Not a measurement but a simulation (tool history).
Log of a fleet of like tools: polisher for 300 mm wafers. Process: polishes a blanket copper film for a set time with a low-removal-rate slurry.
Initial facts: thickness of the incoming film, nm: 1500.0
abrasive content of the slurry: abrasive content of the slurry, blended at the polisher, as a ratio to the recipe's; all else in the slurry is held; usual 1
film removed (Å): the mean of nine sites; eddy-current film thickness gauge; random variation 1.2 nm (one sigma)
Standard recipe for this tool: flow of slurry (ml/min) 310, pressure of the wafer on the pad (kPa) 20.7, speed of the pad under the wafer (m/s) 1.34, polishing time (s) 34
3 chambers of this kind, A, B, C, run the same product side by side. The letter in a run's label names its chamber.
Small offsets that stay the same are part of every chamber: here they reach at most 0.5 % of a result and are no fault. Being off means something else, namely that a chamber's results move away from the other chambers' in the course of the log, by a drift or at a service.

run   hour  flow of slurry (ml/min)  pressure of the wafer on the pad (kPa)  speed of the pad under the wafer (m/s)  abrasive content of the slurry  polishing time (s)  film removed (Å)
 1A    4.0                      310                                    20.7                                    1.34                               1                  34            1654.2
 2B   11.2                      310                                    20.7                                    1.34                               1                  34            1663.1
      13.6  -- chamber C: slurry blender recalibrated
 3C   17.5                      310                                    20.7                                    1.34                               1                  34            1646.4
      18.2  -- chamber A: head pressure recalibrated
 4A   21.9                      310                                    20.7                                    1.34                               1                  34            1640.5
 5C   26.0                      310                                    20.7                                    1.34                               1                  34            1631.6
 6B   32.6                      310                                    20.7                                    1.34                               1                  34            1625.2
 7B   38.9                      310                                    20.7                                    1.34                               1                  34            1637.1
 8A   44.1                      310                                    20.7                                    1.34                               1                  34            1634.0
 9C   47.6                      310                                    20.7                                    1.34                               1                  34            1625.5
10A   51.9                      310                                    20.7                                    1.34                               1                  34            1615.4
      55.4  -- chamber B: head pressure recalibrated
11C   56.5                      310                                    20.7                                    1.34                               1                  34            1631.5
      57.3  -- chamber A: worn pad replaced by a new one
12B   61.0                      310                                    20.7                                    1.34                               1                  34            1590.7
13C   66.5                      310                                    14.5                                    1.34                               1                  34            1125.6
      70.3  -- chamber C: worn pad replaced by a new one
14A   70.6                      310                                    14.5                                    1.34                               1                  34            1145.0
15B   76.2                      310                                    14.5                                    1.34                               1                  34            1103.8
16C   83.5                      310                                    20.7                                    1.34                               1                  34            1629.5
17B   88.2                      310                                    20.7                                    1.34                               1                  34            1563.3
18A   94.1                      310                                    20.7                                    1.34                               1                  34            1629.0
19C   98.2                      310                                    20.7                                    1.34                               1                  34            1635.1
20A  102.0                      310                                    20.7                                    1.34                               1                  34            1644.0
21B  105.5                      310                                    20.7                                    1.34                               1                  34            1534.6

All 3 chambers run these settings next. Forecast each chamber's results:
22A  110.7                      310                                    20.7                                    1.34                               1                  34                 ?
22B  110.7                      310                                    20.7                                    1.34                               1                  34                 ?
22C  110.7                      310                                    20.7                                    1.34                               1                  34                 ?

run  film removed (Å)
22A            1626.7
22B            1533.8
22C            1644.6
